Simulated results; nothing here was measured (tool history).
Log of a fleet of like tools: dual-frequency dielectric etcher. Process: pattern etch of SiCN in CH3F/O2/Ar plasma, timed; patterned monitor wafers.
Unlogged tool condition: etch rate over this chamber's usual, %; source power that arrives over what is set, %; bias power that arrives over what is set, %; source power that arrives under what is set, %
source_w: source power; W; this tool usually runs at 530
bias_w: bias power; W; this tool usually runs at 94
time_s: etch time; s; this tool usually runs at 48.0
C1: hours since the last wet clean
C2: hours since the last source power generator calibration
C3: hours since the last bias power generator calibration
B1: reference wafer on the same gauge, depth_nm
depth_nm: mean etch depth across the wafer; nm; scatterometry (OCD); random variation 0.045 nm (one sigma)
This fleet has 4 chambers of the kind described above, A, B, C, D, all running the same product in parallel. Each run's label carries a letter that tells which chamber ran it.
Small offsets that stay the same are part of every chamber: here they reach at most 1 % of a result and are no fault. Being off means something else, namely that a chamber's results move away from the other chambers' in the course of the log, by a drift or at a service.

{"run": "1C", "day": 0.154, "source_w": 530, "bias_w": 94, "time_s": 48.0, "C1": 519.5, "C2": 219.4, "C3": 3133.1, "B1": 25.202, "depth_nm": 21.973}
{"run": "2A", "day": 0.358, "source_w": 530, "bias_w": 94, "time_s": 48.0, "C1": 487.4, "C2": 915.5, "C3": 2492.4, "B1": 25.195, "depth_nm": 21.975}
{"run": "3B", "day": 0.55, "source_w": 530, "bias_w": 94, "time_s": 48.0, "C1": 375.1, "C2": 399.9, "C3": 1663.8, "B1": 25.183, "depth_nm": 21.996}
{"day": 0.792, "done": "chamber B: wet clean of the chamber"}
{"run": "4D", "day": 0.85, "source_w": 530, "bias_w": 94, "time_s": 48.0, "C1": 323.8, "C2": 928.8, "C3": 650.3, "B1": 25.208, "depth_nm": 22.197}
{"day": 1.042, "done": "chamber C: wet clean of the chamber"}
{"run": "5A", "day": 1.083, "source_w": 530, "bias_w": 94, "time_s": 48.0, "C1": 504.8, "C2": 932.9, "C3": 2509.8, "B1": 25.197, "depth_nm": 21.933}
{"run": "6B", "day": 1.346, "source_w": 530, "bias_w": 94, "time_s": 48.0, "C1": 13.4, "C2": 419.0, "C3": 1682.9, "B1": 25.198, "depth_nm": 21.95}
{"run": "7C", "day": 1.662, "source_w": 530, "bias_w": 94, "time_s": 48.0, "C1": 15.0, "C2": 255.6, "C3": 3169.3, "B1": 25.206, "depth_nm": 21.972}
{"run": "8D", "day": 1.921, "source_w": 530, "bias_w": 94, "time_s": 48.0, "C1": 349.5, "C2": 954.5, "C3": 676.0, "B1": 25.205, "depth_nm": 22.232}
{"run": "9D", "day": 2.104, "source_w": 630, "bias_w": 94, "time_s": 48.0, "C1": 353.9, "C2": 958.9, "C3": 680.4, "B1": 25.203, "depth_nm": 23.607}
{"run": "10A", "day": 2.404, "source_w": 630, "bias_w": 94, "time_s": 48.0, "C1": 536.5, "C2": 964.6, "C3": 2541.5, "B1": 25.215, "depth_nm": 23.446}
{"run": "11B", "day": 2.725, "source_w": 630, "bias_w": 94, "time_s": 48.0, "C1": 46.5, "C2": 452.1, "C3": 1716.0, "B1": 25.193, "depth_nm": 23.485}
{"run": "12C", "day": 2.983, "source_w": 630, "bias_w": 94, "time_s": 48.0, "C1": 46.7, "C2": 287.3, "C3": 3201.0, "B1": 25.192, "depth_nm": 23.434}
{"run": "13C", "day": 3.238, "source_w": 530, "bias_w": 94, "time_s": 48.0, "C1": 52.8, "C2": 293.4, "C3": 3207.1, "B1": 25.191, "depth_nm": 22.056}
{"run": "14B", "day": 3.446, "source_w": 530, "bias_w": 94, "time_s": 48.0, "C1": 63.8, "C2": 469.4, "C3": 1733.3, "B1": 25.194, "depth_nm": 22.001}
{"run": "15A", "day": 3.754, "source_w": 530, "bias_w": 94, "time_s": 48.0, "C1": 568.9, "C2": 997.0, "C3": 2573.9, "B1": 25.194, "depth_nm": 21.949}
{"run": "16D", "day": 4.033, "source_w": 620, "bias_w": 94, "time_s": 48.0, "C1": 400.2, "C2": 1005.2, "C3": 726.7, "B1": 25.195, "depth_nm": 23.508}
{"run": "17B", "day": 4.304, "source_w": 620, "bias_w": 94, "time_s": 48.0, "C1": 84.4, "C2": 490.0, "C3": 1753.9, "B1": 25.19, "depth_nm": 23.303}
{"run": "18D", "day": 4.567, "source_w": 620, "bias_w": 94, "time_s": 48.0, "C1": 413.0, "C2": 1018.0, "C3": 739.5, "B1": 25.196, "depth_nm": 23.517}
{"run": "19C", "day": 4.717, "source_w": 620, "bias_w": 94, "time_s": 48.0, "C1": 88.3, "C2": 328.9, "C3": 3242.6, "B1": 25.192, "depth_nm": 23.41}
{"run": "20A", "day": 4.996, "source_w": 530, "bias_w": 94, "time_s": 48.0, "C1": 598.7, "C2": 1026.8, "C3": 2603.7, "B1": 25.196, "depth_nm": 21.872}
{"run": "21B", "day": 5.254, "source_w": 530, "bias_w": 94, "time_s": 48.0, "C1": 107.2, "C2": 512.8, "C3": 1776.7, "B1": 25.201, "depth_nm": 21.986}
{"run": "22A", "day": 5.554, "source_w": 530, "bias_w": 94, "time_s": 48.0, "C1": 612.1, "C2": 1040.2, "C3": 2617.1, "B1": 25.204, "depth_nm": 21.987}
{"run": "23D", "day": 5.75, "source_w": 530, "bias_w": 94, "time_s": 48.0, "C1": 441.4, "C2": 1046.4, "C3": 767.9, "B1": 25.208, "depth_nm": 22.156}
{"day": 5.95, "done": "chamber A: wet clean of the chamber"}
{"run": "24C", "day": 6.075, "source_w": 530, "bias_w": 94, "time_s": 48.0, "C1": 120.9, "C2": 361.5, "C3": 3275.2, "B1": 25.189, "depth_nm": 22.005}
{"run": "25C", "day": 6.304, "source_w": 530, "bias_w": 94, "time_s": 48.0, "C1": 126.4, "C2": 367.0, "C3": 3280.7, "B1": 25.216, "depth_nm": 22.003}
{"run": "26D", "day": 6.604, "source_w": 530, "bias_w": 111, "time_s": 57.0, "C1": 461.9, "C2": 1066.9, "C3": 788.4, "B1": 25.192, "depth_nm": 28.037}
{"run": "27A", "day": 6.762, "source_w": 530, "bias_w": 111, "time_s": 57.0, "C1": 19.6, "C2": 1069.2, "C3": 2646.1, "B1": 25.219, "depth_nm": 27.77}
{"run": "28B", "day": 6.912, "source_w": 530, "bias_w": 111, "time_s": 57.0, "C1": 147.0, "C2": 552.6, "C3": 1816.5, "B1": 25.221, "depth_nm": 27.816}
{"run": "29B", "day": 7.2, "source_w": 530, "bias_w": 111, "time_s": 57.0, "C1": 153.9, "C2": 559.5, "C3": 1823.4, "B1": 25.203, "depth_nm": 27.794}
{"run": "30C", "day": 7.446, "source_w": 530, "bias_w": 94, "time_s": 48.0, "C1": 153.8, "C2": 394.4, "C3": 3308.1, "B1": 25.2, "depth_nm": 22.028}
{"run": "31A", "day": 7.592, "source_w": 530, "bias_w": 94, "time_s": 48.0, "C1": 39.5, "C2": 1089.1, "C3": 2666.0, "B1": 25.185, "depth_nm": 21.937}
{"day": 7.733, "done": "chamber D: wet clean of the chamber"}
{"run": "32D", "day": 7.85, "source_w": 530, "bias_w": 94, "time_s": 48.0, "C1": 2.8, "C2": 1096.8, "C3": 818.3, "B1": 25.204, "depth_nm": 22.192}
{"run": "33B", "day": 8.021, "source_w": 430, "bias_w": 94, "time_s": 48.0, "C1": 173.6, "C2": 579.2, "C3": 1843.1, "B1": 25.209, "depth_nm": 20.27}
{"run": "34D", "day": 8.229, "source_w": 430, "bias_w": 94, "time_s": 48.0, "C1": 11.9, "C2": 1105.9, "C3": 827.4, "B1": 25.198, "depth_nm": 20.521}
{"run": "35C", "day": 8.421, "source_w": 430, "bias_w": 94, "time_s": 48.0, "C1": 177.2, "C2": 417.8, "C3": 3331.5, "B1": 25.203, "depth_nm": 20.362}
{"run": "36A", "day": 8.704, "source_w": 430, "bias_w": 94, "time_s": 48.0, "C1": 66.2, "C2": 1115.8, "C3": 2692.7, "B1": 25.197, "depth_nm": 20.38}
{"run": "37B", "day": 8.875, "source_w": 530, "bias_w": 94, "time_s": 48.0, "C1": 194.1, "C2": 599.7, "C3": 1863.6, "B1": 25.198, "depth_nm": 21.96}
{"run": "38D", "day": 9.15, "source_w": 530, "bias_w": 94, "time_s": 48.0, "C1": 34.0, "C2": 1128.0, "C3": 849.5, "B1": 25.197, "depth_nm": 22.171}
{"run": "39A", "day": 9.458, "source_w": 530, "bias_w": 94, "time_s": 48.0, "C1": 84.3, "C2": 1133.9, "C3": 2710.8, "B1": 25.201, "depth_nm": 21.953}
{"run": "40C", "day": 9.642, "source_w": 530, "bias_w": 94, "time_s": 48.0, "C1": 206.5, "C2": 447.1, "C3": 3360.8, "B1": 25.203, "depth_nm": 21.998}
{"run": "41D", "day": 9.904, "source_w": 530, "bias_w": 94, "time_s": 48.0, "C1": 52.1, "C2": 1146.1, "C3": 867.6, "B1": 25.192, "depth_nm": 22.182}
{"run": "42A", "day": 10.171, "source_w": 530, "bias_w": 94, "time_s": 34.5, "C1": 101.4, "C2": 1151.0, "C3": 2727.9, "B1": 25.206, "depth_nm": 15.829}

Which is it: a chamber that has drifted or been left off by a service, a gauge drift common to all chambers, or only each chamber's usual small offset? If a chamber is off, name it and its likeliest cause.

The fleet is healthy, with each chamber sitting at its usual small offset and no drift in the gauge.
